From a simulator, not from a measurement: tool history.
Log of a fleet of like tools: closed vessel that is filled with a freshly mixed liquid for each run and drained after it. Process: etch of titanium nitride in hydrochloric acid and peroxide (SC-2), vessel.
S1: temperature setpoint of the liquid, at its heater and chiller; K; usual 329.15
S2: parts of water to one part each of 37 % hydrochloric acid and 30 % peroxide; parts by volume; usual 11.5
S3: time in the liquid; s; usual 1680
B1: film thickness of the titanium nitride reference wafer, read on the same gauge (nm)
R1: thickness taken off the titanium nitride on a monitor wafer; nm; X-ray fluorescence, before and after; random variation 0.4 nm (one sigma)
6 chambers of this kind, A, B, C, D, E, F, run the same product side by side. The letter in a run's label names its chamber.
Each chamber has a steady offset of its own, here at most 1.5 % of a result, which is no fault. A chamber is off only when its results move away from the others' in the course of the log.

| run | hour | S1 | S2 | S3 | B1 | R1 |
|---|---|---|---|---|---|---|
| 1B | 4.6 | 329.15 | 11.5 | 1680 | 150.01 | 46.755 |
| 2A | 10 | 329.15 | 11.5 | 1680 | 149.99 | 46.31 |
| 3C | 15.3 | 329.15 | 11.5 | 1680 | 150 | 47.877 |
| 4E | 21.7 | 329.15 | 11.5 | 1680 | 150.02 | 48.447 |
| 5F | 25.4 | 329.15 | 11.5 | 1680 | 149.99 | 46.991 |
| 6D | 28.4 | 329.15 | 11.5 | 1680 | 150 | 47.944 |
| 7A | 35.1 | 329.15 | 11.5 | 1680 | 150 | 47.014 |
| 8E | 40.4 | 329.15 | 11.5 | 1680 | 150.02 | 47.939 |
| 9D | 44 | 329.15 | 11.5 | 1680 | 150.01 | 47.919 |
| 10F | 47.8 | 329.15 | 9 | 780 | 150 | 26.977 |
|  | 50.2 | chamber E: thermometer replaced |
| 11B | 54.6 | 329.15 | 9 | 780 | 150.01 | 27.107 |
| 12C | 58.6 | 329.15 | 9 | 780 | 150 | 27.126 |
| 13D | 62.2 | 329.15 | 9 | 780 | 150.02 | 27.414 |
| 14A | 65.2 | 329.15 | 9 | 780 | 150.01 | 26.565 |
| 15B | 70.2 | 329.15 | 9 | 780 | 150 | 27.073 |
| 16E | 75.4 | 329.15 | 11.5 | 1680 | 149.99 | 47.89 |
| 17F | 80.3 | 329.15 | 11.5 | 1680 | 149.98 | 47.012 |
| 18C | 86.8 | 329.15 | 15.5 | 1020 | 150.01 | 22.202 |
| 19D | 93.1 | 329.15 | 15.5 | 1020 | 149.99 | 22.311 |
| 20E | 99.8 | 329.15 | 15.5 | 1020 | 149.98 | 22.687 |
|  | 104.4 | chamber A: new drum of peroxide connected |
| 21F | 105 | 329.15 | 15.5 | 1020 | 150 | 22.524 |
| 22B | 109.7 | 329.15 | 15.5 | 1020 | 150.01 | 21.99 |
| 23A | 115.8 | 329.15 | 15.5 | 1020 | 149.98 | 22.769 |
|  | 116.7 | chamber C: new drum of peroxide connected |
| 24C | 121.3 | 329.15 | 11.5 | 1680 | 150.01 | 47.698 |
| 25E | 127.1 | 329.15 | 11.5 | 1680 | 149.99 | 47.427 |
| 26F | 131.5 | 329.15 | 11.5 | 1680 | 149.99 | 47.43 |
| 27B | 137.9 | 329.15 | 11.5 | 1680 | 150 | 47.207 |
| 28D | 144 | 333.65 | 11.5 | 1680 | 150.01 | 63.622 |
|  | 146.5 | chamber E: new drum of peroxide connected |
| 29A | 148.7 | 333.65 | 11.5 | 1680 | 150 | 65.504 |
| 30C | 154.5 | 333.65 | 11.5 | 1680 | 150 | 61.878 |
| 31E | 159.6 | 333.65 | 11.5 | 1680 | 150.02 | 63.427 |
| 32B | 163.6 | 333.65 | 11.5 | 1680 | 150.01 | 61.252 |
| 33C | 167.1 | 333.65 | 11.5 | 1680 | 150.02 | 62.748 |
| 34A | 173.2 | 329.15 | 11.5 | 1680 | 149.99 | 49.908 |
| 35F | 179.8 | 329.15 | 11.5 | 1680 | 150 | 47.91 |
| 36D | 184.5 | 329.15 | 11.5 | 1680 | 150.01 | 47.497 |
| 37F | 191.4 | 329.15 | 11.5 | 1680 | 149.99 | 46.3 |
| 38C | 194.4 | 329.15 | 11.5 | 1680 | 150 | 47.501 |
| 39A | 200.4 | 329.15 | 11.5 | 1680 | 149.99 | 50.419 |
| 40E | 203.8 | 335.65 | 8 | 1680 | 150 | 97.275 |
| 41B | 210.2 | 335.65 | 8 | 1680 | 149.99 | 93.7 |
| 42D | 217 | 335.65 | 8 | 1680 | 150 | 95.652 |
| 43C | 223.7 | 335.65 | 8 | 1680 | 150.01 | 94.314 |

All 6 chambers run these settings next. Forecast each chamber's results:
| 44A | 228.7 | 329.15 | 8.5 | 1680 |  | ? |
| 44B | 228.7 | 329.15 | 8.5 | 1680 |  | ? |
| 44C | 228.7 | 329.15 | 8.5 | 1680 |  | ? |
| 44D | 228.7 | 329.15 | 8.5 | 1680 |  | ? |
| 44E | 228.7 | 329.15 | 8.5 | 1680 |  | ? |
| 44F | 228.7 | 329.15 | 8.5 | 1680 |  | ? |

| run | R1 |
|---|---|
| 44A | 66.727 |
| 44B | 60.52 |
| 44C | 60.893 |
| 44D | 60.845 |
| 44E | 60.586 |
| 44F | 60.475 |
